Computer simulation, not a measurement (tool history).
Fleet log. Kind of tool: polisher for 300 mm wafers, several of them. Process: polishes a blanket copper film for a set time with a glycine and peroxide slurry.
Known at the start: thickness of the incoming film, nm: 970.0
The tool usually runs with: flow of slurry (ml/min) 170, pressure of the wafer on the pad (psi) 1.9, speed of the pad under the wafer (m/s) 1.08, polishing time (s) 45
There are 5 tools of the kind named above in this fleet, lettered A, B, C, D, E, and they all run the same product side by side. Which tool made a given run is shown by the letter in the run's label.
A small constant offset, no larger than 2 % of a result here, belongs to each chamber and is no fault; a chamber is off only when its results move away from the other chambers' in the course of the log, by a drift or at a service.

run	hour	flow of slurry (ml/min)	pressure of the wafer on the pad (psi)	speed of the pad under the wafer (m/s)	polishing time (s)	wafers polished on this pad	hours since the slurry nozzle was cleaned	hours since the head pressure was calibrated	film removed (Å)
1A	10.4	170	1.9	1.08	45	1592	94	280.7	2068.4
# hour 10.8: chamber A: worn pad replaced by a new one
2C	18.8	170	1.9	1.08	45	780	173.1	444.3	2087.1
3D	28.5	170	1.9	1.08	45	418	452.9	246.6	2092.6
# hour 36.7: chamber C: worn pad replaced by a new one
4B	37.7	170	1.9	1.08	45	607	476.2	950.7	2092.1
# hour 45.2: chamber D: worn pad replaced by a new one
# hour 46.3: chamber E: head pressure recalibrated
5E	47.7	220	1.4	1.08	45	1407	221.3	1.4	1675.3
# hour 51.6: chamber B: worn pad replaced by a new one
# hour 52.1: chamber E: worn pad replaced by a new one
6D	57.8	220	1.4	1.08	45	179	482.2	275.9	1705.7
7E	64.6	220	1.4	1.08	45	177	238.2	18.3	1702.3
8B	73.9	220	1.4	1.08	45	317	512.4	986.9	1673.4
9C	81.4	220	1.4	1.08	45	634	235.7	506.9	1697.7
10A	87	170	1.9	1.08	45	1080	170.6	357.3	2053.6
11E	95.2	170	1.9	1.08	45	611	268.8	48.9	2031.9
12D	100	170	1.9	1.08	45	777	524.4	318.1	1999.1
# hour 100.8: chamber A: worn pad replaced by a new one
# hour 103: chamber D: worn pad replaced by a new one
13B	110.5	170	1.9	1.08	45	835	549	1023.5	2089.9
# hour 110.6: chamber C: worn pad replaced by a new one
# hour 111.8: chamber B: worn pad replaced by a new one
14C	117.6	170	1.9	1.08	45	99	271.9	543.1	2088.9
# hour 121.6: chamber C: head pressure recalibrated
15A	122.9	170	1.9	1.08	45	313	206.5	393.2	2084.8
16D	131.4	170	1.7	1.08	45	402	555.8	349.5	1809
17E	138.4	170	1.7	1.08	45	1223	312	92.1	1882
# hour 144.7: chamber E: worn pad replaced by a new one
18C	145.4	170	1.7	1.08	45	493	299.7	23.8	1906.7
19A	152.4	170	1.7	1.08	45	731	236	422.7	1854.9
# hour 154.6: chamber D: worn pad replaced by a new one
# hour 156.4: chamber E: slurry nozzle cleaned
20B	158.1	170	1.7	1.08	45	656	596.6	1071.1	1906
21A	166.9	170	1.9	1.08	45	936	250.5	437.2	2056.3
# hour 170.4: chamber B: worn pad replaced by a new one
22E	173.5	115	1.9	1.08	35	409	17.2	127.2	1445.7
23B	178.2	115	1.9	1.08	35	111	616.7	1091.2	1467.6
24D	184.7	115	1.9	1.08	35	426	609.1	402.8	1391.5
# hour 187.1: chamber A: worn pad replaced by a new one
25C	190	115	1.9	1.08	35	1125	344.3	68.4	1503.3
26D	197.6	115	1.9	1.08	35	609	622	415.7	1397.5
# hour 199.1: chamber C: worn pad replaced by a new one
27E	206.4	170	1.9	1.08	45	875	50.1	160.1	2080
# hour 211.5: chamber D: worn pad replaced by a new one
28B	215.1	170	1.9	1.08	45	633	653.6	1128.1	2069.5
29A	221.8	170	1.9	1.08	45	491	305.4	492.1	2074.2
30C	230.2	170	1.9	1.08	45	441	384.5	108.6	2064.4
# hour 230.6: chamber B: worn pad replaced by a new one
# hour 234.9: chamber D: slurry nozzle cleaned
# hour 237: chamber E: worn pad replaced by a new one
31D	237	170	1.9	1.08	58	361	2.1	455.1	2540.7
32A	245.7	170	1.9	1.08	58	830	329.3	516	2701.8
33E	254.8	170	1.9	1.08	58	252	98.5	208.5	2607.5
34C	259.8	170	1.9	1.08	58	861	414.1	138.2	2657.4
35B	265.1	170	1.9	1.08	58	488	703.6	1178.1	2624.4
36B	270.4	170	1.9	1.08	45	563	708.9	1183.4	2059.4

One chamber off, gauge drift, or nothing amiss beyond the chambers' own small offsets? If it is a chamber, which one, and what is the likeliest cause?

Little by little, chamber D moves away from the other chambers.
Likeliest cause: head's pressure below its setpoint, % = 10.1.

Below are 4 candidate recipes for chamber D's next run, each the usual settings with a change, their results shown as question marks. Which of them brings D's results back in line with what the other chambers give on the usual settings?
To be in line, a result may differ from the other chambers' mean on the usual settings by at most: film removed (Å) 86
37D-1	278	170	1.9	1.08	39				?
37D-2	278	170	2	1.14	48				?
37D-3	278	115	1.9	1.08	45				?
37D-4	278	170	1.9	1.08	48				?

Average result of the remaining chambers running the usual settings: film removed (Å) 2056.5
run	film removed (Å)
37D-1	1646.3
37D-2	2195.2
37D-3	1767.4
37D-4	2026.2
37D-4 puts the chamber back in line with the other chambers.
